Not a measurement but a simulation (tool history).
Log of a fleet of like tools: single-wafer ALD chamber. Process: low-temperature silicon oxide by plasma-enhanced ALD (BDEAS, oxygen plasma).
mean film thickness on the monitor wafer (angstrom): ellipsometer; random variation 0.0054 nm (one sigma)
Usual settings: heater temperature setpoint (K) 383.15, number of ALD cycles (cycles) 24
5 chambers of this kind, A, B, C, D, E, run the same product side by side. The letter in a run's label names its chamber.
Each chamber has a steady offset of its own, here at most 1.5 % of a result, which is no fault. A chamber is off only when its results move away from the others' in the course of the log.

run	hour	heater temperature setpoint (K)	number of ALD cycles (cycles)	read-back reference wafer on the same gauge, thickness_nm	mean film thickness on the monitor wafer (angstrom)
1B	10.1	383.15	24	3.2301	33.465
2E	25.5	383.15	24	3.2289	33.652
3D	34.1	383.15	24	3.2276	33.652
4C	45.3	383.15	24	3.2278	33.979
5A	53	383.15	24	3.2275	33.401
6A	62.3	383.15	22	3.2254	30.559
7E	75.3	383.15	22	3.2252	30.735
8C	85.1	383.15	22	3.2262	31.162
9D	92.8	383.15	22	3.2257	30.802
10B	105.3	383.15	22	3.2235	30.613
11B	120.5	383.15	24	3.2258	33.435
12A	131.8	383.15	24	3.2248	33.37
13D	140.4	383.15	24	3.222	33.672
14E	149.7	383.15	24	3.2222	33.57
15C	158.1	383.15	24	3.2209	33.99
16D	166.6	383.15	24	3.2222	33.577
17C	181.1	383.15	24	3.2203	34.026
18E	196.4	383.15	24	3.2204	33.507
19B	205.1	383.15	24	3.2202	33.407
20A	219.3	383.15	24	3.2192	33.381
21C	228.9	383.15	24	3.2179	33.97
22B	236.3	378.15	24	3.2173	33.653
23D	249.7	378.15	24	3.2164	33.909
24A	256.8	378.15	24	3.2165	33.649
25E	266.2	378.15	24	3.2151	33.786
26A	281.3	378.15	24	3.2146	33.601
27E	290.3	383.15	24	3.2146	33.527
28C	300.5	383.15	24	3.2131	33.975
29D	315.2	383.15	24	3.215	33.496
30B	324.7	383.15	24	3.2127	33.27
31A	333.6	383.15	24	3.2124	33.268
32D	347.3	383.15	24	3.2109	33.653
33E	355.8	383.15	24	3.2111	33.532
34B	363	383.15	24	3.2112	33.246
35C	375.2	383.15	24	3.2097	33.907
36E	385	383.15	24	3.209	33.505
37A	395.9	383.15	21	3.2095	29.103

Is one chamber off against the others, does the gauge drift, or is nothing wrong? If a chamber is off, say which, and what the likeliest cause is.

The gauge drifts, so all chambers seem to drift together. No chamber is off.
Cause: gauge reads low (%) = 0.664.
